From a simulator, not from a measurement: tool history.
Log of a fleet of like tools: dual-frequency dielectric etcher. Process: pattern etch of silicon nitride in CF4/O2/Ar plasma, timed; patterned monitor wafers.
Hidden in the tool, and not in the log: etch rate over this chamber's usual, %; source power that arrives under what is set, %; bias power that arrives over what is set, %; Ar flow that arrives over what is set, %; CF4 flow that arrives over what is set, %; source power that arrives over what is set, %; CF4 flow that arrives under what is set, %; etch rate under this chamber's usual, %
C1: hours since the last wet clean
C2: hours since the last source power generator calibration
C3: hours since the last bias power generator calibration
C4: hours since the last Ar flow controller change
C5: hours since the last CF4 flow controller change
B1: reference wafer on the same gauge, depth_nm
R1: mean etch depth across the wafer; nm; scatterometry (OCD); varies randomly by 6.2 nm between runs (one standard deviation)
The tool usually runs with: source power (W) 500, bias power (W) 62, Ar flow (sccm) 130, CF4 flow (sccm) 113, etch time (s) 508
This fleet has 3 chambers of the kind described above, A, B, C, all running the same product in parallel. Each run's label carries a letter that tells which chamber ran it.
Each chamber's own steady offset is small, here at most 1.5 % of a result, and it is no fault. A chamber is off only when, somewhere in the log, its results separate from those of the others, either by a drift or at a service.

At hour 7.8: chamber B: wet clean of the chamber.
Run 1C, hour 8.3: usual settings; C1 422.6; C2 46.5; C3 3331.1; C4 764.7; C5 1131.6; B1 951.15. Result: R1 1042.3 nm.
Run 2B, hour 15.6: usual settings; C1 7.8; C2 2510.3; C3 68.4; C4 3890.8; C5 917.5; B1 951.42. Result: R1 1028.6 nm.
Run 3A, hour 20.4: usual settings; C1 266.9; C2 1981.4; C3 388.6; C4 4422.3; C5 716.8; B1 950.95. Result: R1 1024.7 nm.
Run 4A, hour 26: usual settings; C1 272.5; C2 1987; C3 394.2; C4 4427.9; C5 722.4; B1 947.82. Result: R1 1025.8 nm.
Run 5C, hour 34.6: usual settings; C1 448.9; C2 72.8; C3 3357.4; C4 791; C5 1157.9; B1 950.37. Result: R1 1043.3 nm.
Run 6B, hour 42.1: usual settings; C1 34.3; C2 2536.8; C3 94.9; C4 3917.3; C5 944; B1 950.78. Result: R1 1024 nm.
Run 7A, hour 48.5: usual settings; C1 295; C2 2009.5; C3 416.7; C4 4450.4; C5 744.9; B1 949.3. Result: R1 1027.6 nm.
At hour 55.9: chamber A: Ar flow controller replaced.
Run 8C, hour 58: usual settings; C1 472.3; C2 96.2; C3 3380.8; C4 814.4; C5 1181.3; B1 949.17. Result: R1 1041.2 nm.
At hour 66.5: chamber A: wet clean of the chamber.
Run 9B, hour 66.9: usual settings; C1 59.1; C2 2561.6; C3 119.7; C4 3942.1; C5 968.8; B1 948.91. Result: R1 1029.7 nm.
Run 10C, hour 75.3: usual settings but source power (W) 550, CF4 flow (sccm) 137; C1 489.6; C2 113.5; C3 3398.1; C4 831.7; C5 1198.6; B1 949.82. Result: R1 1149.5 nm.
Run 11B, hour 86: usual settings but source power (W) 550, CF4 flow (sccm) 137; C1 78.2; C2 2580.7; C3 138.8; C4 3961.2; C5 987.9; B1 950.35. Result: R1 1148.4 nm.
Run 12A, hour 92.5: usual settings but source power (W) 550, CF4 flow (sccm) 137; C1 26; C2 2053.5; C3 460.7; C4 36.6; C5 788.9; B1 951.91. Result: R1 1151.4 nm.
Run 13C, hour 97.3: usual settings; C1 511.6; C2 135.5; C3 3420.1; C4 853.7; C5 1220.6; B1 950.48. Result: R1 1048 nm.
Run 14A, hour 104.9: usual settings; C1 38.4; C2 2065.9; C3 473.1; C4 49; C5 801.3; B1 951.44. Result: R1 1034.2 nm.
Run 15B, hour 115.5: usual settings; C1 107.7; C2 2610.2; C3 168.3; C4 3990.7; C5 1017.4; B1 950.96. Result: R1 1027.6 nm.
Run 16A, hour 121.3: usual settings; C1 54.8; C2 2082.3; C3 489.5; C4 65.4; C5 817.7; B1 950.29. Result: R1 1038.4 nm.
Run 17B, hour 128.1: usual settings; C1 120.3; C2 2622.8; C3 180.9; C4 4003.3; C5 1030; B1 951.27. Result: R1 1025.9 nm.
Run 18C, hour 135.6: usual settings; C1 549.9; C2 173.8; C3 3458.4; C4 892; C5 1258.9; B1 949.32. Result: R1 1052.4 nm.
Run 19B, hour 142.8: usual settings; C1 135; C2 2637.5; C3 195.6; C4 4018; C5 1044.7; B1 948.67. Result: R1 1025.3 nm.
Run 20A, hour 147.7: usual settings; C1 81.2; C2 2108.7; C3 515.9; C4 91.8; C5 844.1; B1 950.25. Result: R1 1021.8 nm.
Run 21C, hour 158.4: usual settings; C1 572.7; C2 196.6; C3 3481.2; C4 914.8; C5 1281.7; B1 951.1. Result: R1 1035.6 nm.
Run 22A, hour 168.2: usual settings; C1 101.7; C2 2129.2; C3 536.4; C4 112.3; C5 864.6; B1 948.99. Result: R1 1038.3 nm.
Run 23B, hour 177: usual settings but source power (W) 390; C1 169.2; C2 2671.7; C3 229.8; C4 4052.2; C5 1078.9; B1 950.24. Result: R1 828.22 nm.

Predict what each chamber gives when all 3 of them run the settings below next.
Run 24A, hour 184.8: usual settings. Result: R1 ?.
Run 24B, hour 184.8: usual settings. Result: R1 ?.
Run 24C, hour 184.8: usual settings. Result: R1 ?.

run      R1
24A  1029.8
24B  1012.6
24C  1043.8

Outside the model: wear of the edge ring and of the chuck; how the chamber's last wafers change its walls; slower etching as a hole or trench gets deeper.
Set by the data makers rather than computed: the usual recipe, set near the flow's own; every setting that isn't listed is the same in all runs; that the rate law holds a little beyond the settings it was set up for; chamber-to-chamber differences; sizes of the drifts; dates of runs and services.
